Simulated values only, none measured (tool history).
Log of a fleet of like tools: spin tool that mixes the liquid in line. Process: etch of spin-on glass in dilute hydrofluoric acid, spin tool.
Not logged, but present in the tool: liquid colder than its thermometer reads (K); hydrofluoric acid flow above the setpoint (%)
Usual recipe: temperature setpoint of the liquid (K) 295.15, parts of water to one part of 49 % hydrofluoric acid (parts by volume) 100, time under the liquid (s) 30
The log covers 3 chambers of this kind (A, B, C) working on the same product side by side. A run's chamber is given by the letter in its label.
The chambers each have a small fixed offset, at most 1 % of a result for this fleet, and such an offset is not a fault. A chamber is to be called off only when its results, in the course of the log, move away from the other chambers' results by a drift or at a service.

run,hour,temperature setpoint of the liquid (K),parts of water to one part of 49 % hydrofluoric acid (parts by volume),time under the liquid (s),hours since the thermometer was replaced,hours since the hydrofluoric acid flow meter was replaced,"read-back film thickness of the spin-on glass reference wafer, read on the same gauge (nm)",thickness taken off the spin-on glass on a monitor wafer (angstrom)
1B,11.1,295.15,100,30,193.9,120,130.01,83.857
2C,16.8,295.15,100,30,787.8,108.1,129.97,84.368
3A,28.7,295.15,100,30,559.2,2375.9,130.02,84.672
4C,38.8,295.15,100,30,809.8,130.1,129.99,83.497
5A,49.1,295.15,100,30,579.6,2396.3,130.02,84.445
6B,56.2,295.15,100,30,239,165.1,130.01,83.844
7A,66.1,295.15,100,30,596.6,2413.3,130.02,83.621
8B,73,290.15,70,30,255.8,181.9,129.98,101.1
9C,83.2,290.15,70,30,854.2,174.5,129.96,100.38
10C,93.8,290.15,70,30,864.8,185.1,130.04,99.447
11B,100.3,295.15,100,30,283.1,209.2,130.01,85.827
12A,111.4,295.15,100,30,641.9,2458.6,129.99,84.253
13C,120.4,295.15,100,30,891.4,211.7,130.01,84.315
14A,127.7,295.15,100,30,658.2,2474.9,130,83.924
15B,137.7,295.15,100,30,320.5,246.6,130.02,85.767
16A,148.4,295.15,100,30,678.9,2495.6,130,84.458
17C,158.1,295.15,100,30,929.1,249.4,130.04,84.298
# hour 166.3: chamber A: hydrofluoric acid flow meter replaced
18B,168.8,295.15,100,30,351.6,277.7,130,87.236
19C,179.8,295.15,100,30,950.8,271.1,130,83.938
# hour 186.3: chamber A: thermometer replaced
20A,188.3,295.15,100,30,2.1,22,130.04,85.552
21B,196.8,295.15,100,30,379.6,305.7,129.98,89.733
22B,204.5,295.15,100,30,387.3,313.4,130.02,88.684

The same settings go to every chamber for the next run, one line per chamber below. Forecast the results for each:
23A,213.3,299.15,100,30,,,,?
23B,213.3,299.15,100,30,,,,?
23C,213.3,299.15,100,30,,,,?

run,thickness taken off the spin-on glass on a monitor wafer (angstrom)
23A,100.4
23B,103.67
23C,98.839

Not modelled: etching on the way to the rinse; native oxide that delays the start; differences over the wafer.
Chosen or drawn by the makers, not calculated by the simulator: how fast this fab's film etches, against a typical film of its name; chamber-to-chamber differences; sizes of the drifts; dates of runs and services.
